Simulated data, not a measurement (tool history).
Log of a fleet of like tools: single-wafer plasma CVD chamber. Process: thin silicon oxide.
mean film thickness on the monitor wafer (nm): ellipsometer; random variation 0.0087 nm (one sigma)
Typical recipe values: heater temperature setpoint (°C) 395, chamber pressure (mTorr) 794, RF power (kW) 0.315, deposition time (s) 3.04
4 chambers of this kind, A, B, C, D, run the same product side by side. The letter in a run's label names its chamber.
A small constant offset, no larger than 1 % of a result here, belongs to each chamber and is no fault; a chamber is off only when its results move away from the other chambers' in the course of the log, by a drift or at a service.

run	day	heater temperature setpoint (°C)	chamber pressure (mTorr)	RF power (kW)	deposition time (s)	hours since the last thermocouple change	hours since the last RF generator calibration	hours since the last manometer calibration	read-back reference wafer on the same gauge, thickness_nm	mean film thickness on the monitor wafer (nm)
1C	0.221	395	794	0.315	3.04	1394.6	1225.1	825.7	6.5619	5.6536
2A	0.600	395	794	0.315	3.04	144.3	121.5	1576.7	6.5622	5.6236
3B	0.838	395	794	0.315	3.04	696.3	611.5	1187.4	6.5585	5.7091
# day 1.092: chamber C: thermocouple changed; heater temperature recalibrated
4D	1.242	395	794	0.315	3.04	1806.8	880.0	686.7	6.5640	5.7014
5B	1.667	395	794	0.315	3.04	716.2	631.4	1207.3	6.5636	5.7295
6D	2.092	395	794	0.315	3.04	1827.2	900.4	707.1	6.5644	5.7246
7C	2.467	395	794	0.315	3.04	33.0	1279.0	879.6	6.5666	5.6820
8A	2.929	395	794	0.315	3.04	200.2	177.4	1632.6	6.5688	5.6306
9B	3.354	395	794	0.315	3.04	756.7	671.9	1247.8	6.5677	5.6971
10A	3.638	395	794	0.315	3.04	217.2	194.4	1649.6	6.5711	5.6408
11C	4.108	395	794	0.315	3.04	72.4	1318.4	919.0	6.5714	5.6752
12D	4.350	395	794	0.315	3.04	1881.4	954.6	761.3	6.5716	5.7238
13B	4.825	395	794	0.315	3.04	792.0	707.2	1283.1	6.5760	5.7259
14A	5.288	395	794	0.315	2.63	256.8	234.0	1689.2	6.5748	4.8819
15D	5.692	395	794	0.315	2.63	1913.6	986.8	793.5	6.5781	4.9449
16C	6.058	395	794	0.315	2.63	119.2	1365.2	965.8	6.5748	4.9176
17A	6.429	395	794	0.315	2.63	284.2	261.4	1716.6	6.5776	4.8728
18D	6.725	395	794	0.315	3.04	1938.4	1011.6	818.3	6.5799	5.7224
19B	7.204	395	794	0.315	3.04	849.1	764.3	1340.2	6.5768	5.7135
20C	7.662	395	794	0.315	3.04	157.7	1403.7	1004.3	6.5810	5.6893
21C	7.917	395	794	0.315	3.04	163.8	1409.8	1010.4	6.5810	5.6661
22B	8.217	395	794	0.255	3.04	873.4	788.6	1364.5	6.5838	5.2307
23A	8.671	395	794	0.255	3.04	338.0	315.2	1770.4	6.5809	5.1778
# day 8.971: chamber B: RF generator calibrated
24D	9.150	395	794	0.255	3.04	1996.6	1069.8	876.5	6.5852	5.2439
25A	9.625	395	794	0.255	3.04	360.9	338.1	1793.3	6.5860	5.1847
26B	10.117	395	794	0.315	3.04	919.0	27.5	1410.1	6.5880	5.7406
27C	10.546	395	794	0.315	3.04	226.9	1472.9	1073.5	6.5912	5.7115
28D	10.804	395	794	0.315	3.04	2036.3	1109.5	916.2	6.5907	5.7264
29A	11.088	395	794	0.315	3.04	396.0	373.2	1828.4	6.5885	5.6657
# day 11.450: chamber B: capacitance manometer re-zeroed and calibrated
30D	11.525	395	794	0.315	3.04	2053.6	1126.8	933.5	6.5920	5.7472
31C	11.746	388	974	0.315	3.04	255.7	1501.7	1102.3	6.5933	6.8617
32B	12.054	388	974	0.315	3.04	965.5	74.0	14.6	6.5948	6.8836
33A	12.350	388	974	0.315	3.04	426.3	403.5	1858.7	6.5967	6.7944
34C	12.575	388	974	0.315	3.04	275.6	1521.6	1122.2	6.5962	6.8655
35D	12.825	395	862	0.370	3.04	2084.8	1158.0	964.7	6.5969	6.5746
36B	13.138	395	862	0.370	3.04	991.5	100.0	40.6	6.5967	6.5631
37C	13.521	395	862	0.370	3.04	298.3	1544.3	1144.9	6.6003	6.5367
38D	13.804	395	862	0.370	3.04	2108.3	1181.5	988.2	6.6010	6.5775
39B	14.092	395	794	0.315	3.04	1014.4	122.9	63.5	6.6000	5.7270

Next, every chamber runs the same settings. What will each give?
40A	14.446	395	794	0.315	3.04					?
40B	14.446	395	794	0.315	3.04					?
40C	14.446	395	794	0.315	3.04					?
40D	14.446	395	794	0.315	3.04					?

run	mean film thickness on the monitor wafer (nm)
40A	5.6651
40B	5.7357
40C	5.6965
40D	5.7607
